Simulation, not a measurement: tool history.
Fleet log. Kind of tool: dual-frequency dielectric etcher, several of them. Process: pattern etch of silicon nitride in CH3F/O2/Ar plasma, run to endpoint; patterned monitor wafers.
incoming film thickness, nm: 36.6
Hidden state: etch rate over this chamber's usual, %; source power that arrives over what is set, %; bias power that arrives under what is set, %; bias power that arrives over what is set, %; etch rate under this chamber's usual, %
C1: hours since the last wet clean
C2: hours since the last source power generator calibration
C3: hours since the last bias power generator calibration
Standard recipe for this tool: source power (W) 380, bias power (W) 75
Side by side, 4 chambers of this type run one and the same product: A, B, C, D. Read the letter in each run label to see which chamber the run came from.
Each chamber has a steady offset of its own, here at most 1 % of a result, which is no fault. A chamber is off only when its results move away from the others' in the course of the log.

run 1C hour=8.0 | source_power_(W)=380 bias_power_(W)=75 | C1=257.4 C2=576.3 C3=1881.4 | endpoint_time_(s)=53.414
run 2B hour=14.4 | source_power_(W)=380 bias_power_(W)=75 | C1=16.9 C2=1772.8 C3=2282.6 | endpoint_time_(s)=53.455
run 3D hour=22.0 | source_power_(W)=380 bias_power_(W)=75 | C1=659.0 C2=3994.5 C3=484.2 | endpoint_time_(s)=53.708
run 4A hour=34.4 | source_power_(W)=380 bias_power_(W)=75 | C1=411.8 C2=2129.8 C3=3921.0 | endpoint_time_(s)=53.912
run 5C hour=40.6 | source_power_(W)=380 bias_power_(W)=75 | C1=290.0 C2=608.9 C3=1914.0 | endpoint_time_(s)=53.723
-- hour=41.7 chamber A: wet clean of the chamber
run 6D hour=51.4 | source_power_(W)=380 bias_power_(W)=75 | C1=688.4 C2=4023.9 C3=513.6 | endpoint_time_(s)=53.435
run 7B hour=59.0 | source_power_(W)=380 bias_power_(W)=75 | C1=61.5 C2=1817.4 C3=2327.2 | endpoint_time_(s)=53.062
-- hour=63.8 chamber D: wet clean of the chamber
run 8A hour=72.3 | source_power_(W)=380 bias_power_(W)=75 | C1=30.7 C2=2167.7 C3=3958.9 | endpoint_time_(s)=53.188
run 9D hour=86.0 | source_power_(W)=340 bias_power_(W)=75 | C1=22.3 C2=4058.5 C3=548.2 | endpoint_time_(s)=55.754
run 10A hour=99.3 | source_power_(W)=340 bias_power_(W)=75 | C1=57.7 C2=2194.7 C3=3985.9 | endpoint_time_(s)=56.100
run 11B hour=106.1 | source_power_(W)=340 bias_power_(W)=75 | C1=108.6 C2=1864.5 C3=2374.3 | endpoint_time_(s)=54.636
run 12C hour=112.9 | source_power_(W)=340 bias_power_(W)=75 | C1=362.3 C2=681.2 C3=1986.3 | endpoint_time_(s)=55.117
run 13D hour=120.3 | source_power_(W)=380 bias_power_(W)=75 | C1=56.6 C2=4092.8 C3=582.5 | endpoint_time_(s)=53.281
-- hour=121.5 chamber D: source power generator calibrated
run 14C hour=128.7 | source_power_(W)=380 bias_power_(W)=75 | C1=378.1 C2=697.0 C3=2002.1 | endpoint_time_(s)=53.953
run 15A hour=139.8 | source_power_(W)=380 bias_power_(W)=75 | C1=98.2 C2=2235.2 C3=4026.4 | endpoint_time_(s)=53.662
run 16B hour=149.7 | source_power_(W)=380 bias_power_(W)=75 | C1=152.2 C2=1908.1 C3=2417.9 | endpoint_time_(s)=53.143
run 17D hour=161.9 | source_power_(W)=380 bias_power_(W)=75 | C1=98.2 C2=40.5 C3=624.1 | endpoint_time_(s)=53.743
run 18B hour=174.6 | source_power_(W)=380 bias_power_(W)=75 | C1=177.1 C2=1933.0 C3=2442.8 | endpoint_time_(s)=53.330
run 19A hour=186.3 | source_power_(W)=380 bias_power_(W)=75 | C1=144.7 C2=2281.7 C3=4072.9 | endpoint_time_(s)=53.197
run 20C hour=192.2 | source_power_(W)=380 bias_power_(W)=75 | C1=441.6 C2=760.5 C3=2065.6 | endpoint_time_(s)=54.477
run 21B hour=203.7 | source_power_(W)=380 bias_power_(W)=75 | C1=206.2 C2=1962.1 C3=2471.9 | endpoint_time_(s)=53.799
run 22C hour=216.4 | source_power_(W)=380 bias_power_(W)=87 | C1=465.8 C2=784.7 C3=2089.8 | endpoint_time_(s)=52.085
run 23A hour=222.8 | source_power_(W)=380 bias_power_(W)=87 | C1=181.2 C2=2318.2 C3=4109.4 | endpoint_time_(s)=51.566
run 24D hour=236.3 | source_power_(W)=380 bias_power_(W)=87 | C1=172.6 C2=114.9 C3=698.5 | endpoint_time_(s)=50.782
run 25D hour=244.0 | source_power_(W)=380 bias_power_(W)=87 | C1=180.3 C2=122.6 C3=706.2 | endpoint_time_(s)=50.733
run 26C hour=250.6 | source_power_(W)=380 bias_power_(W)=75 | C1=500.0 C2=818.9 C3=2124.0 | endpoint_time_(s)=54.707
run 27B hour=257.8 | source_power_(W)=380 bias_power_(W)=75 | C1=260.3 C2=2016.2 C3=2526.0 | endpoint_time_(s)=52.866
run 28A hour=263.9 | source_power_(W)=380 bias_power_(W)=75 | C1=222.3 C2=2359.3 C3=4150.5 | endpoint_time_(s)=53.088
run 29A hour=273.5 | source_power_(W)=300 bias_power_(W)=64 | C1=231.9 C2=2368.9 C3=4160.1 | endpoint_time_(s)=62.844
run 30B hour=285.2 | source_power_(W)=300 bias_power_(W)=64 | C1=287.7 C2=2043.6 C3=2553.4 | endpoint_time_(s)=61.507
run 31C hour=298.6 | source_power_(W)=300 bias_power_(W)=64 | C1=548.0 C2=866.9 C3=2172.0 | endpoint_time_(s)=63.849
run 32D hour=312.0 | source_power_(W)=300 bias_power_(W)=64 | C1=248.3 C2=190.6 C3=774.2 | endpoint_time_(s)=61.480
run 33C hour=323.4 | source_power_(W)=450 bias_power_(W)=75 | C1=572.8 C2=891.7 C3=2196.8 | endpoint_time_(s)=52.598
run 34B hour=332.8 | source_power_(W)=450 bias_power_(W)=75 | C1=335.3 C2=2091.2 C3=2601.0 | endpoint_time_(s)=49.633
run 35A hour=338.7 | source_power_(W)=450 bias_power_(W)=75 | C1=297.1 C2=2434.1 C3=4225.3 | endpoint_time_(s)=50.110
run 36D hour=351.4 | source_power_(W)=450 bias_power_(W)=75 | C1=287.7 C2=230.0 C3=813.6 | endpoint_time_(s)=50.475
run 37A hour=362.8 | source_power_(W)=380 bias_power_(W)=75 | C1=321.2 C2=2458.2 C3=4249.4 | endpoint_time_(s)=53.712

All 4 chambers run these settings next. Forecast each chamber's results:
run 38A hour=372.6 | source_power_(W)=380 bias_power_(W)=75 | endpoint_time_(s)=?
run 38B hour=372.6 | source_power_(W)=380 bias_power_(W)=75 | endpoint_time_(s)=?
run 38C hour=372.6 | source_power_(W)=380 bias_power_(W)=75 | endpoint_time_(s)=?
run 38D hour=372.6 | source_power_(W)=380 bias_power_(W)=75 | endpoint_time_(s)=?

run=38A endpoint_time_(s)=53.662
run=38B endpoint_time_(s)=53.365
run=38C endpoint_time_(s)=56.611
run=38D endpoint_time_(s)=52.458
